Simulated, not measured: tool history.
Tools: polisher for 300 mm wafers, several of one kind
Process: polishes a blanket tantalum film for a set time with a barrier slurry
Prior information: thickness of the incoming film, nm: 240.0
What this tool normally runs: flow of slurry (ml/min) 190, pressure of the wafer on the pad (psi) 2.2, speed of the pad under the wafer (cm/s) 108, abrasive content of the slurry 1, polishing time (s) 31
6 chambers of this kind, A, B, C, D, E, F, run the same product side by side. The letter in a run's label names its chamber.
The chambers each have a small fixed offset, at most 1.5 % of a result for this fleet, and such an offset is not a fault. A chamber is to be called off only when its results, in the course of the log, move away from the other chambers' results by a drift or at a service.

run,hour,flow of slurry (ml/min),pressure of the wafer on the pad (psi),speed of the pad under the wafer (cm/s),abrasive content of the slurry,polishing time (s),film removed (angstrom)
1C,13.4,190,2.2,108,1,31,657.91
# hour 14.6: chamber B: head pressure recalibrated
# hour 18.8: chamber F: slurry nozzle cleaned
2A,23.6,190,2.2,108,1,31,656.35
# hour 24.7: chamber A: slurry nozzle cleaned
# hour 25.6: chamber A: slurry blender recalibrated
# hour 35.5: chamber F: worn pad replaced by a new one
3B,36.7,190,2.2,108,1,31,652.19
4D,47.6,190,2.2,108,1,31,648.96
5E,58.1,190,2.2,108,1,31,641.86
# hour 59.7: chamber C: worn pad replaced by a new one
# hour 64.6: chamber B: slurry nozzle cleaned
6F,66.1,190,2.2,108,1,31,651.54
# hour 70.6: chamber A: worn pad replaced by a new one
7D,76.7,190,1.5,108,1,31,443.26
# hour 78.8: chamber D: worn pad replaced by a new one
# hour 79.5: chamber E: worn pad replaced by a new one
8F,85.8,190,1.5,108,1,31,454.79
9C,96.1,190,1.5,108,1,31,444.04
# hour 108.5: chamber E: slurry blender recalibrated
10A,111.8,190,1.5,108,1,31,446.60
11E,120.1,190,1.5,108,1,31,444.53
# hour 130.8: chamber F: worn pad replaced by a new one
12B,136.0,190,1.5,108,1,31,447.67
13D,151.9,190,2.2,108,1,31,656.62
14B,167.4,190,2.2,108,1,31,656.55
# hour 169.4: chamber C: worn pad replaced by a new one
# hour 170.9: chamber D: worn pad replaced by a new one
# hour 174.7: chamber A: worn pad replaced by a new one
# hour 180.6: chamber B: slurry blender recalibrated
15A,182.1,190,2.2,108,1,31,649.26
# hour 192.1: chamber D: slurry nozzle cleaned
# hour 192.8: chamber E: worn pad replaced by a new one
16E,197.6,190,2.2,108,1,31,650.46
17F,210.7,190,2.2,108,1,31,664.67
# hour 212.8: chamber F: slurry blender recalibrated
18C,220.7,190,2.2,108,1,27,568.76
19D,229.5,190,2.2,108,1,27,570.74
# hour 236.6: chamber F: worn pad replaced by a new one
20B,237.7,190,2.2,108,1,27,569.53
# hour 240.0: chamber A: head pressure recalibrated
21F,249.8,190,2.2,108,1,27,571.21
# hour 255.6: chamber D: slurry blender recalibrated
22A,263.7,190,2.2,108,1,27,561.01
# hour 269.2: chamber A: worn pad replaced by a new one
# hour 270.8: chamber C: worn pad replaced by a new one
23E,271.2,190,2.2,108,1,27,564.48
# hour 282.8: chamber D: worn pad replaced by a new one
24C,283.4,190,2.2,108,1,31,650.02
# hour 297.0: chamber E: worn pad replaced by a new one
25E,297.2,190,2.2,108,1,31,648.31
26F,312.0,190,2.2,108,1,31,654.99
# hour 319.7: chamber C: slurry nozzle cleaned
27B,320.6,190,2.2,108,1,31,644.74
28D,329.9,190,2.2,108,1,31,643.47
# hour 340.4: chamber E: head pressure recalibrated
29A,343.2,190,2.2,108,1,31,648.98
# hour 348.9: chamber F: worn pad replaced by a new one
# hour 354.8: chamber D: head pressure recalibrated
# hour 355.3: chamber A: slurry blender recalibrated
# hour 356.0: chamber C: slurry blender recalibrated
30C,356.3,190,2.2,108,1,31,659.59
31F,369.3,190,2.2,144,1,31,872.99
# hour 373.2: chamber A: worn pad replaced by a new one
32A,378.7,190,2.2,144,1,31,866.95
# hour 386.3: chamber E: worn pad replaced by a new one
# hour 386.3: chamber D: worn pad replaced by a new one
# hour 388.4: chamber C: worn pad replaced by a new one
33E,394.3,190,2.2,144,1,31,863.63
34D,401.7,190,2.2,144,1,31,871.24
35B,416.9,190,2.2,144,1,31,842.42
36C,426.5,190,2.2,144,1,31,865.77
# hour 432.5: chamber D: slurry nozzle cleaned
37B,438.6,130,2.2,138,1,31,753.19
# hour 453.1: chamber F: worn pad replaced by a new one
38E,453.2,130,2.2,138,1,31,772.32
39F,461.5,130,2.2,138,1,31,783.72
40A,477.5,130,2.2,138,1,31,789.94
# hour 480.4: chamber D: worn pad replaced by a new one
41C,487.5,130,2.2,138,1,31,791.85
42D,499.3,130,2.2,138,1,31,778.52

Has any chamber moved away from the others, gradually or after a service, or does the common gauge drift, or do the chambers differ only by their own small steady offsets? State the chamber and the most likely cause if one applies.

One chamber, B, drifts off from the rest bit by bit.
What lies behind it: removal rate lost through wear of the pad, % = 5.67.
The log might look much the same if the cause were instead: slurry flow missing at the pad, %; head's pressure below its setpoint, %; abrasive missing from the slurry, %.

Which of the 4 candidates below, each the usual settings with something changed and its results left as question marks, puts chamber B back in line with what the other chambers give on the usual settings?
Allowed miss from the other chambers' usual-settings mean, per result, to count as in line: film removed (angstrom) 15.00
43B-1,511.3,190,2.1,106,1,30,?
43B-2,511.3,190,2.2,110,1,32,?
43B-3,511.3,190,2.2,106,1,30,?
43B-4,511.3,190,2.3,114,1,31,?

The mean the other chambers reach with the usual settings: film removed (angstrom) 650.36
run,film removed (angstrom)
43B-1,559.26
43B-2,648.87
43B-3,585.87
43B-4,681.38
The right change is 43B-2: it brings the chamber back within the allowed miss of the others.
